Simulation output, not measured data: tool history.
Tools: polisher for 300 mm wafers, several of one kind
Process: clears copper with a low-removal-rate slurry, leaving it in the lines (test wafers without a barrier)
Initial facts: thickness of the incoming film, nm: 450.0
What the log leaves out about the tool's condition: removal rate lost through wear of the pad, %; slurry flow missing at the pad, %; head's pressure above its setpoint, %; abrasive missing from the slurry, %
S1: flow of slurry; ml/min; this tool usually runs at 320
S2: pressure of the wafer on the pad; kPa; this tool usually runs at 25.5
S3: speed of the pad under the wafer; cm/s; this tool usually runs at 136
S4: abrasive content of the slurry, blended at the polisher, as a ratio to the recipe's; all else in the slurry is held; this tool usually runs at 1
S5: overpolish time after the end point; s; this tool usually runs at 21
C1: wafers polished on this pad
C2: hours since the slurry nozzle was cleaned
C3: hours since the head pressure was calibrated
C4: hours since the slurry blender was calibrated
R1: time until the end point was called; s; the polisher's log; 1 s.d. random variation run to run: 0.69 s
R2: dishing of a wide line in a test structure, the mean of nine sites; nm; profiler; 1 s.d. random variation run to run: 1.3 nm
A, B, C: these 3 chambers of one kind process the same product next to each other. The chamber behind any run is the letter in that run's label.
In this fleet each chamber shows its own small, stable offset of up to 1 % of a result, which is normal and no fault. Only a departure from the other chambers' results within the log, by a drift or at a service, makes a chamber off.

run	day	S1	S2	S3	S4	S5	C1	C2	C3	C4	R1	R2
1B	0.433	320	25.5	136	1	21	797	590.2	110.8	131.9	82.494	69.555
2C	0.779	320	25.5	136	1	21	961	740	31.7	345.9	82.488	67.499
# day 0.792: chamber A: head pressure recalibrated
3A	1.296	320	25.5	136	1	21	579	407.9	12.1	124.4	81.902	69.45
4C	1.925	320	25.5	136	1	21	1245	767.5	59.2	373.4	83.191	66.438
5B	2.525	320	25.5	136	1	21	1317	640.4	161	182.1	83.071	69.321
# day 2.783: chamber C: worn pad replaced by a new one
6A	2.883	320	25.5	136	1	21	973	446	50.2	162.5	82.173	67.877
7B	3.258	320	25.5	136	1	21	1499	658	178.6	199.7	83.935	65.963
# day 3.367: chamber A: worn pad replaced by a new one
# day 3.471: chamber C: slurry blender recalibrated
8C	3.883	320	25.5	136	1	21	273	814.5	106.2	9.9	81.496	67.459
# day 3.904: chamber A: slurry blender recalibrated
9A	4.304	320	25.5	136	1	21	232	480.1	84.3	9.7	82.978	69.901
10A	4.592	320	25.5	136	1	21	304	487	91.2	16.6	83.018	69.65
11C	5.217	320	25.5	136	1	21	604	846.5	138.2	41.9	84.272	68.774
12B	5.546	320	25.5	136	1	21	2067	712.9	233.5	254.6	85.392	66.071
13C	5.854	320	25.5	136	1	21	762	861.8	153.5	57.2	81.187	72.012
14A	6.179	320	25.5	136	1	21	698	525.1	129.3	54.7	81.305	69.285
15B	6.704	320	25.5	136	1	21	2354	740.7	261.3	282.4	87.943	65.652
16C	7.025	320	25.5	136	1	21	1053	889.9	181.6	85.3	83.683	68.722
# day 7.479: chamber C: slurry nozzle cleaned
17A	7.542	320	25.5	136	1	21	1036	557.8	162	87.4	82.902	70.651
18B	7.988	320	25.5	136	1	21	2673	771.5	292.1	313.2	88.258	66.431
# day 8.092: chamber A: worn pad replaced by a new one
# day 8.471: chamber C: worn pad replaced by a new one
19C	8.525	320	29	136	0.85	21	14	25.2	217.6	121.3	74.323	74.71
20B	8.825	320	29	136	0.85	21	2881	791.6	312.2	333.3	82.1	67.947
21A	9.392	320	29	136	0.85	21	323	602.2	206.4	131.8	74.994	78.427

Each of the 3 chambers runs these same settings next. Fill in every chamber's results:
22A	9.838	320	25.5	136	1	21					?	?
22B	9.838	320	25.5	136	1	21					?	?
22C	9.838	320	25.5	136	1	21					?	?

run	R1	R2
22A	82.445	69.932
22B	90.629	64.76
22C	82.229	66.761

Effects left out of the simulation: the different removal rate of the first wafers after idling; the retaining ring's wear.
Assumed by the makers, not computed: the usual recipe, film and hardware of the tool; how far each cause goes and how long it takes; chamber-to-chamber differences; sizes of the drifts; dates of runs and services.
